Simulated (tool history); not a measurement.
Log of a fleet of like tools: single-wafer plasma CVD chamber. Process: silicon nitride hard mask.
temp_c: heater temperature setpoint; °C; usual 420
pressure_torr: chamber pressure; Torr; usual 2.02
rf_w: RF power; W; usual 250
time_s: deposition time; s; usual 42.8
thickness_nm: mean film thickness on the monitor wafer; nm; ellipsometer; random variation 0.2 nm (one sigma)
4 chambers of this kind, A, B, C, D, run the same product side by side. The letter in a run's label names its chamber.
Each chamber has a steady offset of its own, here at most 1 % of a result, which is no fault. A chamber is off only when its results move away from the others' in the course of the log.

run     day  temp_c  pressure_torr  rf_w  time_s  read-back reference wafer on the same gauge, thickness_nm  thickness_nm
 1C   0.408     420           2.02   250    42.8                                                     38.399        45.833
 2D   0.933     420           2.02   250    42.8                                                     38.377        46.359
 3B   1.325     420           2.02   250    42.8                                                     38.418        46.183
 4A   1.696     420           2.02   250    42.8                                                     38.383         46.01
        2.1  -- chamber C: RF generator calibrated
 5D   2.283     420           1.55   250    42.8                                                     38.436        42.569
 6A   2.779     420           1.55   250    42.8                                                     38.385        42.492
 7C   3.262     420           1.55   250    42.8                                                     38.419        42.407
 8B   3.746     420           1.55   250    42.8                                                     38.402        42.795
 9A   4.125     420           2.02   250    42.8                                                     38.408        46.166
10D   4.575     420           2.02   250    42.8                                                     38.421        46.348
11B   5.054     420           2.02   250    42.8                                                     38.401        46.206
12C   5.629     420           2.02   250    42.8                                                     38.414        46.207
13C     5.9     420           2.02   250    42.8                                                     38.411        45.774
14A   6.275     420           2.02   250    42.8                                                     38.405        45.632
15B   6.858     420           2.02   250    42.8                                                     38.402        46.068
16D   7.379     420           2.02   250    42.8                                                     38.415        45.928
17D       8     420           2.02   250    42.8                                                     38.382        45.925
18B   8.288     420           2.02   250    42.8                                                     38.404        46.349
      8.408  -- chamber A: capacitance manometer re-zeroed and calibrated
19C   8.658     420           2.02   250    42.8                                                      38.42        45.931
      8.967  -- chamber D: capacitance manometer re-zeroed and calibrated
20A   9.138     420           2.02   250    42.8                                                     38.395        45.762
21D   9.671     420           2.02   250    42.8                                                     38.422        45.973
22A   9.958     420           2.02   250    42.8                                                     38.416        45.743
23C  10.267     420           2.02   250    42.8                                                       38.4        45.941
24B    10.6     420           2.02   250    42.8                                                     38.358        46.176
25C  11.138     420           2.02   250    42.8                                                     38.368        45.867
26A  11.508     420           2.02   250    42.8                                                     38.407        45.762
27D  11.829     420           2.02   250    42.8                                                     38.362        45.345
28B  12.362     420           2.02   250    42.8                                                     38.399        46.405
     12.388  -- chamber B: thermocouple changed; heater temperature recalibrated
29C  12.633     420           2.02   250    42.8                                                     38.443        45.715
30D  13.238     420           2.02   250    42.8                                                       38.4        45.118
31B  13.608     420           2.02   250    42.8                                                     38.376        45.677
32A  13.908     420           2.02   250    42.8                                                     38.388        46.209
33B  14.483     420           2.02   250    42.8                                                     38.403        46.301
34A  14.992     420           2.02   250    42.8                                                     38.455        45.873
35C  15.467     420           2.02   250    42.8                                                     38.361        45.999
36D  15.808     420           2.02   250    42.8                                                     38.431        44.559
37D    16.1     420           2.02   250    42.8                                                     38.409         44.55
38A  16.592     420           2.02   250    42.8                                                     38.372        45.896

Is one chamber off against the others, does the gauge drift, or is nothing wrong? If a chamber is off, say which, and what the likeliest cause is.

Chamber D drifts away from the others.
Cause: delivered RF power below the setpoint (%) = 5.9.

Here are 4 candidates for chamber D's next run, each the usual settings with a change, their results left as question marks. Which one brings its results back in line with what the others give on the usual settings?
In line means no further than this from the other chambers' mean on the usual settings: thickness_nm 0.68 nm
39D-1  17.038     420           2.04   255    43.8                                                                        ?
39D-2  17.038     420           1.99   250    41.4                                                                        ?
39D-3  17.038     420           2.02   275    42.8                                                                        ?
39D-4  17.038     420           1.99   245    41.1                                                                        ?

The other chambers' mean on the usual settings: thickness_nm 46.001 nm
  run  thickness_nm
39D-1        45.985
39D-2        42.594
39D-3        47.284
39D-4        41.683
39D-1 brings the chamber back in line.
